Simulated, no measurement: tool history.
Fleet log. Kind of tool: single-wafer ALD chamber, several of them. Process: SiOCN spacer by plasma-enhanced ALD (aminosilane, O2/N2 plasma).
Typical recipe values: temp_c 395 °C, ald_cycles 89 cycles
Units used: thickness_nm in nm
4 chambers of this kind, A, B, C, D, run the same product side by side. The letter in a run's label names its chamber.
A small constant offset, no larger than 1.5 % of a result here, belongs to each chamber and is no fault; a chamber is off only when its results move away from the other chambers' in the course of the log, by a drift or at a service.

run   hour  temp_c  ald_cycles  read-back reference wafer on the same gauge, thickness_nm  thickness_nm
 1B    5.4     395          89                                                     4.5932        5.3197
       6.3  -- chamber C: thermocouple changed; heater temperature recalibrated
 2C   12.0     395          89                                                     4.5895        5.3937
 3A   18.0     395          89                                                     4.5970        5.3531
 4D   24.7     395          89                                                     4.5853        5.4500
 5C   29.6     395          89                                                     4.5842        5.3639
 6A   35.6     395          89                                                     4.5877        5.3357
 7B   42.2     395          89                                                     4.5904        5.3768
 8D   48.3     395          89                                                     4.5935        5.4310
 9C   54.8     395         101                                                     4.5937        6.1265
10D   60.0     395         101                                                     4.5919        6.2048
11A   66.1     395         101                                                     4.5883        6.0701
12B   71.4     395         101                                                     4.5882        6.1153
13D   75.6     395          89                                                     4.5872        5.4538
14C   80.1     395          89                                                     4.5902        5.3854
15B   84.6     388          89                                                     4.5898        5.4117
16A   90.1     388          89                                                     4.5901        5.3417
17D   97.8     388          89                                                     4.5917        5.4204
18C  103.8     388          89                                                     4.5812        5.3520
19B  108.2     395          89                                                     4.5949        5.3441
20A  114.1     395          89                                                     4.5885        5.3438
21B  117.7     395          89                                                     4.5923        5.3396
22C  122.3     395          89                                                     4.5876        5.3602
23A  127.5     395          89                                                     4.5926        5.3808
24D  131.7     402          89                                                     4.5845        5.3865
25C  136.3     402          89                                                     4.5930        5.3188
26B  140.1     402          89                                                     4.5847        5.3607
27A  148.1     402          89                                                     4.5886        5.2657
28D  155.9     395         103                                                     4.5928        6.3095
29C  162.5     395         103                                                     4.5886        6.1710
30A  167.5     395         103                                                     4.5932        6.1780
31B  173.5     395         103                                                     4.5856        6.1675

Does one chamber stand apart from the rest, does the shared gauge drift, or is all well apart from small per-chamber offsets? Give the chamber and the most likely cause, where there is one.

No chamber is off and the gauge is stable; the differences are just each chamber's small, constant offset.
